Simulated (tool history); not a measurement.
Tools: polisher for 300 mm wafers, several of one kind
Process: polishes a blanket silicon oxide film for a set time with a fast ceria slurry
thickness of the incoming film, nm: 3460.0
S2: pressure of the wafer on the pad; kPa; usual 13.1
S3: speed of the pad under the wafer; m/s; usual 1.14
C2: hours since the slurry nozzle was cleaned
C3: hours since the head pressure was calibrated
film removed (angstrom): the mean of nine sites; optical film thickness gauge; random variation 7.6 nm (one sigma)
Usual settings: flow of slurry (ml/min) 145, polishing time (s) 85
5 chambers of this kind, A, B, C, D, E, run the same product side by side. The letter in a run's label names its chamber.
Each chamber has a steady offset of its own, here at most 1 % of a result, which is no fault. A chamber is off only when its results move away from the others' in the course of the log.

At hour 3.1: chamber B: worn pad replaced by a new one.
Run 1C, hour 8.2: usual settings; wafers polished on this pad 272; C2 148.3; C3 544.3. Result: film removed (angstrom) 11316.0.
Run 2A, hour 17.4: usual settings; wafers polished on this pad 513; C2 273.7; C3 629.6. Result: film removed (angstrom) 11537.0.
Run 3D, hour 23.0: usual settings; wafers polished on this pad 408; C2 666.2; C3 778.2. Result: film removed (angstrom) 11661.0.
Run 4E, hour 29.8: usual settings; wafers polished on this pad 407; C2 409.8; C3 1026.8. Result: film removed (angstrom) 11592.0.
Run 5B, hour 39.9: usual settings; wafers polished on this pad 451; C2 261.4; C3 55.0. Result: film removed (angstrom) 11420.0.
At hour 42.8: chamber C: worn pad replaced by a new one.
Run 6E, hour 46.8: usual settings; wafers polished on this pad 615; C2 426.8; C3 1043.8. Result: film removed (angstrom) 11509.0.
Run 7B, hour 56.5: usual settings; wafers polished on this pad 655; C2 278.0; C3 71.6. Result: film removed (angstrom) 11372.0.
At hour 61.8: chamber B: slurry nozzle cleaned.
Run 8D, hour 66.9: usual settings; wafers polished on this pad 946; C2 710.1; C3 822.1. Result: film removed (angstrom) 11606.0.
Run 9C, hour 74.3: usual settings; wafers polished on this pad 386; C2 214.4; C3 610.4. Result: film removed (angstrom) 11348.0.
At hour 76.6: chamber B: worn pad replaced by a new one.
Run 10A, hour 84.4: usual settings but S3 0.78 m/s; wafers polished on this pad 1334; C2 340.7; C3 696.6. Result: film removed (angstrom) 7805.3.
At hour 90.7: chamber C: worn pad replaced by a new one.
Run 11E, hour 92.3: usual settings but S3 0.78 m/s; wafers polished on this pad 1173; C2 472.3; C3 1089.3. Result: film removed (angstrom) 7881.2.
At hour 95.8: chamber C: slurry nozzle cleaned.
At hour 97.0: chamber D: worn pad replaced by a new one.
At hour 98.4: chamber E: worn pad replaced by a new one.
Run 12D, hour 99.3: usual settings but S3 0.78 m/s; wafers polished on this pad 28; C2 742.5; C3 854.5. Result: film removed (angstrom) 7999.6.
Run 13A, hour 105.5: usual settings but S3 0.78 m/s; wafers polished on this pad 1592; C2 361.8; C3 717.7. Result: film removed (angstrom) 7986.8.
Run 14C, hour 115.7: usual settings but S3 0.78 m/s; wafers polished on this pad 306; C2 19.9; C3 651.8. Result: film removed (angstrom) 7822.7.
Run 15B, hour 126.3: usual settings; wafers polished on this pad 608; C2 64.5; C3 141.4. Result: film removed (angstrom) 11375.0.
Run 16A, hour 133.2: usual settings; wafers polished on this pad 1932; C2 389.5; C3 745.4. Result: film removed (angstrom) 11597.0.
At hour 136.8: chamber C: worn pad replaced by a new one.
Run 17E, hour 143.0: usual settings; wafers polished on this pad 546; C2 523.0; C3 1140.0. Result: film removed (angstrom) 11394.0.
At hour 147.7: chamber D: slurry nozzle cleaned.
At hour 148.1: chamber B: worn pad replaced by a new one.
Run 18C, hour 149.7: usual settings; wafers polished on this pad 159; C2 53.9; C3 685.8. Result: film removed (angstrom) 11269.0.
At hour 159.0: chamber D: head pressure recalibrated.
Run 19D, hour 159.9: usual settings; wafers polished on this pad 770; C2 12.2; C3 0.9. Result: film removed (angstrom) 11565.0.
Run 20B, hour 169.3: usual settings; wafers polished on this pad 259; C2 107.5; C3 184.4. Result: film removed (angstrom) 11462.0.
Run 21B, hour 180.4: usual settings; wafers polished on this pad 395; C2 118.6; C3 195.5. Result: film removed (angstrom) 11438.0.
Run 22D, hour 186.9: usual settings; wafers polished on this pad 1101; C2 39.2; C3 27.9. Result: film removed (angstrom) 11619.0.
At hour 192.5: chamber C: worn pad replaced by a new one.
At hour 192.7: chamber D: worn pad replaced by a new one.
Run 23E, hour 197.4: usual settings; wafers polished on this pad 1212; C2 577.4; C3 1194.4. Result: film removed (angstrom) 11553.0.
At hour 198.3: chamber A: slurry nozzle cleaned.
Run 24C, hour 202.5: usual settings; wafers polished on this pad 123; C2 106.7; C3 738.6. Result: film removed (angstrom) 11362.0.
At hour 204.0: chamber E: worn pad replaced by a new one.
At hour 212.9: chamber B: worn pad replaced by a new one.
Run 25A, hour 213.9: usual settings but flow of slurry (ml/min) 110; wafers polished on this pad 2920; C2 15.7; C3 826.1. Result: film removed (angstrom) 10618.0.
Run 26A, hour 224.2: usual settings but flow of slurry (ml/min) 110; wafers polished on this pad 3046; C2 26.0; C3 836.4. Result: film removed (angstrom) 10544.0.
Run 27E, hour 230.3: usual settings but flow of slurry (ml/min) 110; wafers polished on this pad 323; C2 610.3; C3 1227.3. Result: film removed (angstrom) 10841.0.
Run 28B, hour 236.5: usual settings but flow of slurry (ml/min) 110; wafers polished on this pad 289; C2 174.7; C3 251.6. Result: film removed (angstrom) 10714.0.
Run 29D, hour 245.5: usual settings but flow of slurry (ml/min) 110; wafers polished on this pad 647; C2 97.8; C3 86.5. Result: film removed (angstrom) 10927.0.
At hour 250.3: chamber C: worn pad replaced by a new one.
Run 30C, hour 255.6: usual settings; wafers polished on this pad 64; C2 159.8; C3 791.7. Result: film removed (angstrom) 11321.0.

Next, every chamber runs the same settings. What will each give?
Run 31A, hour 263.9: usual settings but S2 11.0 kPa. Result: film removed (angstrom) ?.
Run 31B, hour 263.9: usual settings but S2 11.0 kPa. Result: film removed (angstrom) ?.
Run 31C, hour 263.9: usual settings but S2 11.0 kPa. Result: film removed (angstrom) ?.
Run 31D, hour 263.9: usual settings but S2 11.0 kPa. Result: film removed (angstrom) ?.
Run 31E, hour 263.9: usual settings but S2 11.0 kPa. Result: film removed (angstrom) ?.

run  film removed (angstrom)
31A                   9175.5
31B                   9515.1
31C                   9689.5
31D                   9635.1
31E                   9704.4
